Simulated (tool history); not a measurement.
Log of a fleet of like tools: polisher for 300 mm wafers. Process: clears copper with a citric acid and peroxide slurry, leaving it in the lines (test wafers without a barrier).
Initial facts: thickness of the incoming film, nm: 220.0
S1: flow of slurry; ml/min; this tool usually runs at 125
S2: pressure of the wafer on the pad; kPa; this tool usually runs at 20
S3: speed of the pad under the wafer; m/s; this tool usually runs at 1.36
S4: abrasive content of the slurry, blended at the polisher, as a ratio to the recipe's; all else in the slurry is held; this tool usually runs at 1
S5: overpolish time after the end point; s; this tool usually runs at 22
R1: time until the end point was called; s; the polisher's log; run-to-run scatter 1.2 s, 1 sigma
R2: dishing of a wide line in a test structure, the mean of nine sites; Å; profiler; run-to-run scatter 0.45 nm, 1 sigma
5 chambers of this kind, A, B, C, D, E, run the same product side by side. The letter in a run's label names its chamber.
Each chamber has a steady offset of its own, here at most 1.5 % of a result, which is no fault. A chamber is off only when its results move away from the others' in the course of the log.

| run | day | S1 | S2 | S3 | S4 | S5 | R1 | R2 |
|---|---|---|---|---|---|---|---|---|
| 1B | 0.15 | 125 | 20 | 1.36 | 1 | 22 | 62.793 | 436.5 |
| 2E | 0.346 | 125 | 20 | 1.36 | 1 | 22 | 63.136 | 428.01 |
| 3A | 0.546 | 125 | 20 | 1.36 | 1 | 22 | 65.039 | 429.75 |
| 4D | 0.804 | 125 | 20 | 1.36 | 1 | 22 | 61.934 | 435.14 |
| 5C | 1.021 | 125 | 20 | 1.36 | 1 | 22 | 64.277 | 428.9 |
|  | 1.275 | chamber A: worn pad replaced by a new one |
| 6C | 1.288 | 125 | 20 | 1.36 | 1 | 22 | 64.883 | 432.8 |
| 7A | 1.542 | 125 | 20 | 1.36 | 1 | 22 | 62.949 | 433.72 |
| 8E | 1.717 | 125 | 20 | 1.36 | 1 | 22 | 65.799 | 436.65 |
| 9D | 1.871 | 100 | 20 | 1.36 | 1 | 22 | 65.572 | 420.45 |
| 10B | 2.042 | 100 | 20 | 1.36 | 1 | 22 | 70.142 | 418.31 |
| 11C | 2.242 | 100 | 20 | 1.36 | 1 | 22 | 64.421 | 421.5 |
| 12D | 2.396 | 100 | 20 | 1.36 | 1 | 22 | 68.291 | 421.6 |
| 13B | 2.662 | 100 | 20 | 1.36 | 1 | 22 | 68.427 | 423.81 |
| 14E | 2.875 | 125 | 20 | 1.36 | 1 | 22 | 65.106 | 422.26 |
| 15A | 3.071 | 125 | 20 | 1.36 | 1 | 22 | 64.073 | 438.15 |
|  | 3.279 | chamber E: worn pad replaced by a new one |
| 16A | 3.346 | 125 | 20 | 1.36 | 1 | 22 | 61.07 | 427.55 |
| 17E | 3.596 | 125 | 20 | 1.36 | 1 | 22 | 64.996 | 426.59 |
| 18C | 3.742 | 125 | 20 | 1.36 | 1 | 22 | 64.028 | 435.6 |
| 19D | 3.946 | 155 | 13.1 | 1.36 | 1 | 22 | 92.231 | 326.74 |
|  | 4.138 | chamber E: slurry blender recalibrated |
| 20B | 4.162 | 155 | 13.1 | 1.36 | 1 | 22 | 90.269 | 332.73 |
| 21D | 4.346 | 155 | 13.1 | 1.36 | 1 | 22 | 92.691 | 331.46 |
| 22E | 4.579 | 155 | 13.1 | 1.36 | 1 | 22 | 94.229 | 318.15 |
| 23C | 4.725 | 155 | 13.1 | 1.36 | 1 | 22 | 95.577 | 324.44 |
| 24A | 4.875 | 125 | 20 | 1.36 | 1 | 22 | 63.702 | 429.55 |
|  | 4.933 | chamber B: worn pad replaced by a new one |
| 25B | 5.062 | 125 | 20 | 1.36 | 1 | 22 | 63.947 | 438.06 |
|  | 5.075 | chamber D: slurry blender recalibrated |
|  | 5.138 | chamber D: worn pad replaced by a new one |
| 26D | 5.212 | 125 | 20 | 1.36 | 1 | 22 | 64.643 | 427.69 |
| 27B | 5.442 | 125 | 20 | 1.36 | 1 | 22 | 64.457 | 441 |
| 28C | 5.742 | 125 | 20 | 1.36 | 1 | 22 | 63.33 | 441.11 |
| 29E | 5.983 | 95 | 20 | 1.36 | 1 | 22 | 68.966 | 414.81 |
| 30A | 6.138 | 95 | 20 | 1.36 | 1 | 22 | 67.488 | 408.38 |
| 31D | 6.325 | 95 | 20 | 1.36 | 1 | 22 | 69.285 | 416.8 |
| 32C | 6.65 | 95 | 20 | 1.36 | 1 | 22 | 68.799 | 412.62 |
|  | 6.754 | chamber A: worn pad replaced by a new one |
| 33B | 6.858 | 95 | 20 | 1.36 | 1 | 22 | 67.44 | 413.03 |
| 34A | 7.1 | 125 | 20 | 1.36 | 1 | 14 | 65.863 | 304.58 |
|  | 7.254 | chamber E: worn pad replaced by a new one |
| 35E | 7.383 | 125 | 20 | 1.36 | 1 | 14 | 64.113 | 311.47 |
| 36D | 7.546 | 125 | 20 | 1.36 | 1 | 14 | 62.281 | 313.23 |
|  | 7.775 | chamber C: worn pad replaced by a new one |
| 37C | 7.825 | 125 | 20 | 1.36 | 1 | 14 | 63.585 | 311.82 |
| 38B | 8.108 | 125 | 20 | 1.36 | 1 | 14 | 64.673 | 307.77 |
| 39A | 8.35 | 125 | 20 | 1.36 | 1.1 | 30 | 59.048 | 541.19 |

All chambers now run identical settings, listed one chamber a line with results as question marks. What results will each chamber show?
| 40A | 8.592 | 125 | 20 | 1.36 | 1 | 22 | ? | ? |
| 40B | 8.592 | 125 | 20 | 1.36 | 1 | 22 | ? | ? |
| 40C | 8.592 | 125 | 20 | 1.36 | 1 | 22 | ? | ? |
| 40D | 8.592 | 125 | 20 | 1.36 | 1 | 22 | ? | ? |
| 40E | 8.592 | 125 | 20 | 1.36 | 1 | 22 | ? | ? |

| run | R1 | R2 |
|---|---|---|
| 40A | 63.256 | 431.37 |
| 40B | 63.199 | 437.48 |
| 40C | 64.082 | 433.88 |
| 40D | 62.931 | 448.01 |
| 40E | 64.746 | 433.52 |
